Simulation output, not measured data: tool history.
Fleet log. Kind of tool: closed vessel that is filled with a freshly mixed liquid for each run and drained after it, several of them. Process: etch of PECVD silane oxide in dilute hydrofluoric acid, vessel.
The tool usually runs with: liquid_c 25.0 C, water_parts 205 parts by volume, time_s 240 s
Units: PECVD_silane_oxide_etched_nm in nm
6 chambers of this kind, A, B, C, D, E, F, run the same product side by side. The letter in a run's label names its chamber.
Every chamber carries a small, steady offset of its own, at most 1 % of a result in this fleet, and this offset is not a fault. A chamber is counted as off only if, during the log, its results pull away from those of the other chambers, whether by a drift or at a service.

run,hour,liquid_c,water_parts,time_s,"read-back film thickness of the PECVD silane oxide reference wafer, read on the same gauge (nm)",PECVD_silane_oxide_etched_nm
1D,4.6,25.0,205,240,100.040,47.385
2F,7.2,25.0,205,240,100.020,46.208
3A,11.6,25.0,205,240,100.000,45.898
4C,16.5,25.0,205,240,99.958,45.803
5B,19.5,25.0,205,240,99.987,46.207
6E,23.7,25.0,205,240,99.918,45.827
7F,28.1,25.0,205,240,99.973,45.837
8D,30.7,25.0,205,240,100.050,46.942
9E,34.5,25.0,205,240,100.030,46.471
10C,38.7,25.0,205,240,100.050,45.487
11A,43.5,25.0,205,130,100.000,24.555
12B,47.7,25.0,205,130,99.998,25.248
13D,50.5,25.0,205,130,99.988,25.763
14E,55.1,25.0,205,130,100.030,24.401
15A,58.3,25.0,205,130,99.968,24.696
16B,62.0,25.0,205,130,100.010,25.525
17F,66.7,25.0,205,240,99.966,46.216
18C,70.4,25.0,205,240,99.989,45.921
19B,74.5,25.0,205,240,100.010,46.090
20D,77.3,25.0,205,240,100.010,47.783
21E,81.2,25.0,205,240,100.080,45.746
22A,83.6,25.0,205,240,99.954,46.771
23C,88.4,25.0,205,240,100.040,45.833
24F,92.8,25.0,205,240,99.976,46.072
25A,95.3,25.0,205,240,99.982,47.762
26D,98.5,25.0,205,240,100.020,48.367
27B,103.7,25.0,205,240,99.972,46.538
28F,108.5,25.0,205,240,100.020,46.645
# hour 111.3: chamber F: thermometer replaced
29C,113.6,25.0,205,240,100.030,45.844
30E,117.5,21.0,245,240,100.080,31.808
31D,120.3,21.0,245,240,100.030,32.874
32A,124.0,21.0,245,240,100.060,32.989
33C,128.2,21.0,245,240,100.070,31.946
34E,131.5,21.0,245,240,99.989,31.819
35F,135.9,21.0,245,240,100.010,32.455
36B,138.6,25.0,205,240,99.998,46.518
37C,142.3,25.0,205,240,99.992,45.664
38E,147.0,25.0,205,240,99.977,45.555
39F,150.1,25.0,265,240,100.030,34.229
40B,153.0,25.0,265,240,100.020,33.632
41A,155.7,25.0,265,240,100.030,36.576
42D,160.2,25.0,265,240,100.020,35.355
43B,164.2,25.0,265,240,99.964,33.929
44F,169.1,25.0,265,240,100.010,33.938

All chambers now run identical settings, listed one chamber a line with results as question marks. What results will each chamber show?
45A,172.9,26.5,205,240,,?
45B,172.9,26.5,205,240,,?
45C,172.9,26.5,205,240,,?
45D,172.9,26.5,205,240,,?
45E,172.9,26.5,205,240,,?
45F,172.9,26.5,205,240,,?

run,PECVD_silane_oxide_etched_nm
45A,52.743
45B,49.793
45C,48.440
45D,50.412
45E,48.283
45F,49.005
